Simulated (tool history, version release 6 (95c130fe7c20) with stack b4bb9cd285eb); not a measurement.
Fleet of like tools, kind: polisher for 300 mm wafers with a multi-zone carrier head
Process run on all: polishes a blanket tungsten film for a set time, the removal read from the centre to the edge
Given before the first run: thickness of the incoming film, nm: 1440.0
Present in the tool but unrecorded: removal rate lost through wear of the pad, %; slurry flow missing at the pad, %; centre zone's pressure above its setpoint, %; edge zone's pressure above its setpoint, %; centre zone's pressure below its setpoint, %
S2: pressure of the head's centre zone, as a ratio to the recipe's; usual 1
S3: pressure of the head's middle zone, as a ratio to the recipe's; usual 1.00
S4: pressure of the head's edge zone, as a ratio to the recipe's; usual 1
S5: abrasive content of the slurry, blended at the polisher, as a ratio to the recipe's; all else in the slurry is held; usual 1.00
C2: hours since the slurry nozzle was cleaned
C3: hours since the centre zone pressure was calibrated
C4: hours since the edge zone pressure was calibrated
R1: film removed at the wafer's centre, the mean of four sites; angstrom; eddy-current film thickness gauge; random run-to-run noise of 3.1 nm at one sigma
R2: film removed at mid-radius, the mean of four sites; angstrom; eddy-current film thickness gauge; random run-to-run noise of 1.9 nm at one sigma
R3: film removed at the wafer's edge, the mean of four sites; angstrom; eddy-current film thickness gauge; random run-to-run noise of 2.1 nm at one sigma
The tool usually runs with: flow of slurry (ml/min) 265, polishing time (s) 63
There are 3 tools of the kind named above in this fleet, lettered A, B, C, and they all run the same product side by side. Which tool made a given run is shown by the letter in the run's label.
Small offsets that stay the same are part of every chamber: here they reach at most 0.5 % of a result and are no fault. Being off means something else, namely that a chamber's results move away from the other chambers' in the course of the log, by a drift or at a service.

{"hour": 2.9, "done": "chamber B: worn pad replaced by a new one"}
{"run": "1C", "hour": 4.7, "flow of slurry (ml/min)": 265, "S2": 1, "S3": 1.0, "S4": 1, "S5": 1.0, "polishing time (s)": 63, "wafers polished on this pad": 291, "C2": 139.6, "C3": 238.1, "C4": 145.6, "R1": 2793.8, "R2": 2818.4, "R3": 2843.6}
{"run": "2B", "hour": 9.8, "flow of slurry (ml/min)": 265, "S2": 1, "S3": 1.0, "S4": 1, "S5": 1.0, "polishing time (s)": 63, "wafers polished on this pad": 94, "C2": 219.5, "C3": 955.1, "C4": 105.9, "R1": 2784.9, "R2": 2794.3, "R3": 2783.2}
{"run": "3A", "hour": 15.3, "flow of slurry (ml/min)": 265, "S2": 1, "S3": 1.0, "S4": 1, "S5": 1.0, "polishing time (s)": 63, "wafers polished on this pad": 460, "C2": 672.2, "C3": 48.6, "C4": 1087.3, "R1": 2779.5, "R2": 2803.9, "R3": 2829.1}
{"run": "4B", "hour": 19.7, "flow of slurry (ml/min)": 265, "S2": 1, "S3": 1.0, "S4": 1, "S5": 1.0, "polishing time (s)": 63, "wafers polished on this pad": 228, "C2": 229.4, "C3": 965.0, "C4": 115.8, "R1": 2805.2, "R2": 2814.3, "R3": 2787.3}
{"hour": 22.3, "done": "chamber C: worn pad replaced by a new one"}
{"run": "5C", "hour": 23.4, "flow of slurry (ml/min)": 265, "S2": 1, "S3": 1.0, "S4": 1, "S5": 1.25, "polishing time (s)": 63, "wafers polished on this pad": 16, "C2": 158.3, "C3": 256.8, "C4": 164.3, "R1": 3002.6, "R2": 2935.7, "R3": 2970.8}
{"run": "6A", "hour": 26.7, "flow of slurry (ml/min)": 265, "S2": 1, "S3": 1.0, "S4": 1, "S5": 1.25, "polishing time (s)": 63, "wafers polished on this pad": 615, "C2": 683.6, "C3": 60.0, "C4": 1098.7, "R1": 2912.7, "R2": 2929.9, "R3": 2967.3}
{"run": "7A", "hour": 31.3, "flow of slurry (ml/min)": 265, "S2": 1, "S3": 1.0, "S4": 1, "S5": 1.25, "polishing time (s)": 63, "wafers polished on this pad": 677, "C2": 688.2, "C3": 64.6, "C4": 1103.3, "R1": 2930.6, "R2": 2964.1, "R3": 2954.8}
{"run": "8C", "hour": 37.1, "flow of slurry (ml/min)": 265, "S2": 1, "S3": 1.0, "S4": 1, "S5": 1.0, "polishing time (s)": 63, "wafers polished on this pad": 201, "C2": 172.0, "C3": 270.5, "C4": 178.0, "R1": 2789.7, "R2": 2792.5, "R3": 2809.6}
{"run": "9B", "hour": 41.2, "flow of slurry (ml/min)": 265, "S2": 1, "S3": 1.0, "S4": 1, "S5": 1.0, "polishing time (s)": 63, "wafers polished on this pad": 520, "C2": 250.9, "C3": 986.5, "C4": 137.3, "R1": 2769.7, "R2": 2798.8, "R3": 2825.4}
{"run": "10C", "hour": 46.7, "flow of slurry (ml/min)": 265, "S2": 1, "S3": 1.0, "S4": 1, "S5": 1.0, "polishing time (s)": 63, "wafers polished on this pad": 332, "C2": 181.6, "C3": 280.1, "C4": 187.6, "R1": 2767.4, "R2": 2840.5, "R3": 2803.3}
{"hour": 47.4, "done": "chamber B: worn pad replaced by a new one"}
{"run": "11B", "hour": 51.0, "flow of slurry (ml/min)": 265, "S2": 1, "S3": 1.0, "S4": 1, "S5": 1.0, "polishing time (s)": 63, "wafers polished on this pad": 49, "C2": 260.7, "C3": 996.3, "C4": 147.1, "R1": 2785.7, "R2": 2807.1, "R3": 2811.2}
{"hour": 54.3, "done": "chamber B: centre zone pressure recalibrated"}
{"run": "12A", "hour": 57.4, "flow of slurry (ml/min)": 265, "S2": 1, "S3": 1.0, "S4": 1, "S5": 1.0, "polishing time (s)": 63, "wafers polished on this pad": 1031, "C2": 714.3, "C3": 90.7, "C4": 1129.4, "R1": 2850.1, "R2": 2802.7, "R3": 2788.8}
{"run": "13C", "hour": 61.6, "flow of slurry (ml/min)": 265, "S2": 1, "S3": 1.0, "S4": 1, "S5": 1.0, "polishing time (s)": 63, "wafers polished on this pad": 534, "C2": 196.5, "C3": 295.0, "C4": 202.5, "R1": 2820.8, "R2": 2760.3, "R3": 2760.3}
{"hour": 64.0, "done": "chamber A: worn pad replaced by a new one"}
{"hour": 64.4, "done": "chamber C: worn pad replaced by a new one"}
{"run": "14A", "hour": 67.2, "flow of slurry (ml/min)": 265, "S2": 1, "S3": 1.0, "S4": 1, "S5": 1.0, "polishing time (s)": 63, "wafers polished on this pad": 44, "C2": 724.1, "C3": 100.5, "C4": 1139.2, "R1": 2814.3, "R2": 2804.2, "R3": 2841.8}
{"run": "15B", "hour": 70.9, "flow of slurry (ml/min)": 265, "S2": 1, "S3": 1.07, "S4": 1, "S5": 1.0, "polishing time (s)": 49, "wafers polished on this pad": 319, "C2": 280.6, "C3": 16.7, "C4": 167.0, "R1": 1908.4, "R2": 2310.9, "R3": 2182.3}
{"run": "16C", "hour": 75.8, "flow of slurry (ml/min)": 265, "S2": 1, "S3": 1.07, "S4": 1, "S5": 1.0, "polishing time (s)": 49, "wafers polished on this pad": 154, "C2": 210.7, "C3": 309.2, "C4": 216.7, "R1": 2224.0, "R2": 2318.1, "R3": 2198.7}
{"run": "17B", "hour": 80.7, "flow of slurry (ml/min)": 265, "S2": 1, "S3": 1.07, "S4": 1, "S5": 1.0, "polishing time (s)": 49, "wafers polished on this pad": 451, "C2": 290.4, "C3": 26.5, "C4": 176.8, "R1": 1932.8, "R2": 2318.2, "R3": 2164.8}
{"run": "18A", "hour": 84.5, "flow of slurry (ml/min)": 265, "S2": 1, "S3": 1.0, "S4": 1, "S5": 1.0, "polishing time (s)": 63, "wafers polished on this pad": 279, "C2": 741.4, "C3": 117.8, "C4": 1156.5, "R1": 2825.8, "R2": 2775.5, "R3": 2820.4}
{"run": "19A", "hour": 89.2, "flow of slurry (ml/min)": 265, "S2": 1, "S3": 1.0, "S4": 1, "S5": 1.0, "polishing time (s)": 63, "wafers polished on this pad": 342, "C2": 746.1, "C3": 122.5, "C4": 1161.2, "R1": 2864.3, "R2": 2794.7, "R3": 2790.4}
{"run": "20C", "hour": 95.1, "flow of slurry (ml/min)": 265, "S2": 1, "S3": 1.0, "S4": 1, "S5": 1.0, "polishing time (s)": 63, "wafers polished on this pad": 416, "C2": 230.0, "C3": 328.5, "C4": 236.0, "R1": 2821.7, "R2": 2793.1, "R3": 2821.5}
{"hour": 96.6, "done": "chamber B: worn pad replaced by a new one"}
{"hour": 96.9, "done": "chamber C: centre zone pressure recalibrated"}
{"run": "21B", "hour": 98.7, "flow of slurry (ml/min)": 265, "S2": 1, "S3": 1.0, "S4": 1, "S5": 1.0, "polishing time (s)": 63, "wafers polished on this pad": 28, "C2": 308.4, "C3": 44.5, "C4": 194.8, "R1": 2451.5, "R2": 2808.7, "R3": 2837.4}
{"hour": 100.1, "done": "chamber C: worn pad replaced by a new one"}
{"run": "22B", "hour": 101.8, "flow of slurry (ml/min)": 265, "S2": 1, "S3": 1.0, "S4": 1, "S5": 1.0, "polishing time (s)": 63, "wafers polished on this pad": 70, "C2": 311.5, "C3": 47.6, "C4": 197.9, "R1": 2465.1, "R2": 2789.1, "R3": 2785.6}
{"run": "23C", "hour": 108.0, "flow of slurry (ml/min)": 265, "S2": 1, "S3": 0.91, "S4": 1, "S5": 1.0, "polishing time (s)": 63, "wafers polished on this pad": 107, "C2": 242.9, "C3": 11.1, "C4": 248.9, "R1": 2813.5, "R2": 2578.0, "R3": 2813.9}
{"run": "24A", "hour": 111.9, "flow of slurry (ml/min)": 265, "S2": 1, "S3": 0.91, "S4": 1, "S5": 1.0, "polishing time (s)": 63, "wafers polished on this pad": 650, "C2": 768.8, "C3": 145.2, "C4": 1183.9, "R1": 2825.8, "R2": 2572.7, "R3": 2805.2}
{"run": "25B", "hour": 116.8, "flow of slurry (ml/min)": 265, "S2": 1, "S3": 0.91, "S4": 1, "S5": 1.0, "polishing time (s)": 63, "wafers polished on this pad": 273, "C2": 326.5, "C3": 62.6, "C4": 212.9, "R1": 2497.8, "R2": 2562.1, "R3": 2812.7}
{"run": "26A", "hour": 121.2, "flow of slurry (ml/min)": 265, "S2": 1, "S3": 1.0, "S4": 1, "S5": 1.0, "polishing time (s)": 63, "wafers polished on this pad": 776, "C2": 778.1, "C3": 154.5, "C4": 1193.2, "R1": 2732.0, "R2": 2812.9, "R3": 2806.0}
{"run": "27C", "hour": 125.4, "flow of slurry (ml/min)": 265, "S2": 1, "S3": 1.0, "S4": 1, "S5": 1.0, "polishing time (s)": 63, "wafers polished on this pad": 343, "C2": 260.3, "C3": 28.5, "C4": 266.3, "R1": 2815.5, "R2": 2794.5, "R3": 2818.1}
{"hour": 130.3, "done": "chamber A: edge zone pressure recalibrated"}
{"run": "28B", "hour": 130.8, "flow of slurry (ml/min)": 265, "S2": 1, "S3": 1.0, "S4": 1, "S5": 1.0, "polishing time (s)": 63, "wafers polished on this pad": 463, "C2": 340.5, "C3": 76.6, "C4": 226.9, "R1": 2451.2, "R2": 2816.0, "R3": 2799.9}
{"hour": 134.0, "done": "chamber A: worn pad replaced by a new one"}
{"hour": 135.4, "done": "chamber A: slurry nozzle cleaned"}
{"run": "29C", "hour": 137.0, "flow of slurry (ml/min)": 265, "S2": 1, "S3": 1.0, "S4": 1, "S5": 1.0, "polishing time (s)": 63, "wafers polished on this pad": 500, "C2": 271.9, "C3": 40.1, "C4": 277.9, "R1": 2832.7, "R2": 2796.3, "R3": 2807.9}
{"run": "30A", "hour": 141.8, "flow of slurry (ml/min)": 265, "S2": 1, "S3": 1.0, "S4": 1, "S5": 1.0, "polishing time (s)": 63, "wafers polished on this pad": 106, "C2": 6.5, "C3": 175.1, "C4": 11.6, "R1": 2784.0, "R2": 2833.2, "R3": 2807.7}

All chambers now run identical settings, listed one chamber a line with results as question marks. What results will each chamber show?
{"run": "31A", "hour": 146.4, "flow of slurry (ml/min)": 265, "S2": 1, "S3": 1.0, "S4": 1, "S5": 1.0, "polishing time (s)": 63, "R1": "?", "R2": "?", "R3": "?"}
{"run": "31B", "hour": 146.4, "flow of slurry (ml/min)": 265, "S2": 1, "S3": 1.0, "S4": 1, "S5": 1.0, "polishing time (s)": 63, "R1": "?", "R2": "?", "R3": "?"}
{"run": "31C", "hour": 146.4, "flow of slurry (ml/min)": 265, "S2": 1, "S3": 1.0, "S4": 1, "S5": 1.0, "polishing time (s)": 63, "R1": "?", "R2": "?", "R3": "?"}

run=31A R1=2837.4 R2=2804.5 R3=2824.8
run=31B R1=2463.6 R2=2816.6 R3=2785.3
run=31C R1=2832.4 R2=2786.9 R3=2743.3

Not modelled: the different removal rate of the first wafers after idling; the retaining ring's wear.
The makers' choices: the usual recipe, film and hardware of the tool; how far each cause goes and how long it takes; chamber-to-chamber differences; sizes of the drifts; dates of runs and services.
